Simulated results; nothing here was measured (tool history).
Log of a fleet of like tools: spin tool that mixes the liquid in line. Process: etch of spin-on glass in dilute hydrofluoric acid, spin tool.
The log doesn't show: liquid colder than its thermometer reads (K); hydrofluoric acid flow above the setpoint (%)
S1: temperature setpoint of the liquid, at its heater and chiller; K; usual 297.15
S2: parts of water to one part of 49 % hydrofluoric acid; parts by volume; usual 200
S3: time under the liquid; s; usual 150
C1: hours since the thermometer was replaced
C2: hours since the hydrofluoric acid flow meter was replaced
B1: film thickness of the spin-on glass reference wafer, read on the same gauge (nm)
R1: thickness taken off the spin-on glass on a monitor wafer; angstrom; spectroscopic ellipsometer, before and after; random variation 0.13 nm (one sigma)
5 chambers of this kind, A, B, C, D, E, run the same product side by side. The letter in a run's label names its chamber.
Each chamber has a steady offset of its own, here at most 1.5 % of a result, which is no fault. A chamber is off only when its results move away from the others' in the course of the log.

run,hour,S1,S2,S3,C1,C2,B1,R1
# hour 1.8: chamber E: hydrofluoric acid flow meter replaced
1A,6,297.15,200,150,523.4,1704.5,69.986,279.04
2B,14.2,297.15,200,150,940.1,352.5,69.996,277.45
3D,21.6,297.15,200,150,825.8,253.7,69.99,275.75
4C,27.4,297.15,200,150,964.6,1679.1,69.974,275.79
5E,32.8,297.15,200,150,786,31,69.991,277.66
6A,42.7,297.15,200,150,560.1,1741.2,70.008,279.1
7B,48,297.15,200,150,973.9,386.3,70,276.3
8E,53.4,297.15,200,150,806.6,51.6,70.034,280.17
9C,59.1,297.15,200,150,996.3,1710.8,70.029,279.04
10D,68.1,292.65,155,150,872.3,300.2,69.987,314.98
11C,76.9,292.65,155,150,1014.1,1728.6,70.021,315.81
# hour 79.6: chamber C: thermometer replaced
12B,82.6,292.65,155,150,1008.5,420.9,69.989,317.83
13E,92.2,292.65,155,150,845.4,90.4,70.031,319.5
14A,99.5,292.65,155,150,616.9,1798,69.995,313.55
15D,108.7,297.15,200,150,912.9,340.8,69.995,279.07
# hour 113.1: chamber D: thermometer replaced
16E,117,297.15,200,150,870.2,115.2,69.993,280.82
17D,127.6,297.15,200,150,14.6,359.7,69.991,279.72
18A,133.9,297.15,200,150,651.3,1832.4,70.033,277.54
19B,139.8,297.15,200,150,1065.7,478.1,70.006,277.71
20C,147.2,297.15,200,150,67.7,1798.9,69.989,282.53
21E,153,297.15,200,150,906.2,151.2,69.969,281.72
22B,160.6,297.15,200,150,1086.5,498.9,69.99,277.74
23C,165.6,297.15,200,150,86.1,1817.3,69.955,285.67
24A,172.6,297.15,200,150,690,1871.1,70.023,279.19
25D,181.1,297.15,200,150,68.1,413.2,70.003,280.18
26D,186.7,297.15,200,150,73.7,418.8,70.004,275.55
27E,192.2,297.15,200,150,945.4,190.4,70.029,279.53
28C,199.4,297.15,200,150,119.9,1851.1,69.979,287.03
29B,206,297.15,200,150,1131.9,544.3,70.007,278.72
30A,212.6,297.15,200,150,730,1911.1,69.983,280.43
31D,218.5,297.15,200,150,105.5,450.6,69.98,280.64
32C,225.5,297.15,200,150,146,1877.2,70.011,288.22
# hour 226.8: chamber B: hydrofluoric acid flow meter replaced
33E,233.5,297.15,200,220,986.7,231.7,70.009,413.48
34A,239.3,297.15,200,220,756.7,1937.8,69.989,405.5
35B,244.8,297.15,200,220,1170.7,18,70,407.1
36E,252.3,297.15,200,220,1005.5,250.5,70.008,413.23
37A,262.8,297.15,200,220,780.2,1961.3,69.994,407.82
38C,267.4,297.15,200,150,187.9,1919.1,69.998,291.93
39B,277.4,293.15,130,150,1203.3,50.6,69.953,398.17
40D,283,293.15,130,150,170,515.1,70.003,396.98
41E,292.8,293.15,130,150,1046,291,69.993,399.69

What goes on in this fleet: one chamber off, a drifting gauge, or nothing beyond the chambers' own small offsets? Name the chamber and the cause, if any.

Chamber C drifts away from the others.
Cause: hydrofluoric acid flow above the setpoint (%) = 5.49.

Here are 4 candidates for chamber C's next run, each the usual settings with a change, their results left as question marks. Which one brings its results back in line with what the others give on the usual settings?
In line means no further than this from the other chambers' mean on the usual settings: R1 4.4 angstrom
42C-1,300.4,298.65,200,150,,,,?
42C-2,300.4,295.65,200,150,,,,?
42C-3,300.4,297.15,210,145,,,,?
42C-4,300.4,297.15,185,150,,,,?

The other chambers' mean on the usual settings: R1 278.17 angstrom
run,R1
42C-1,309.65
42C-2,276.53
42C-3,266.94
42C-4,321.15
42C-2 brings the chamber back in line.
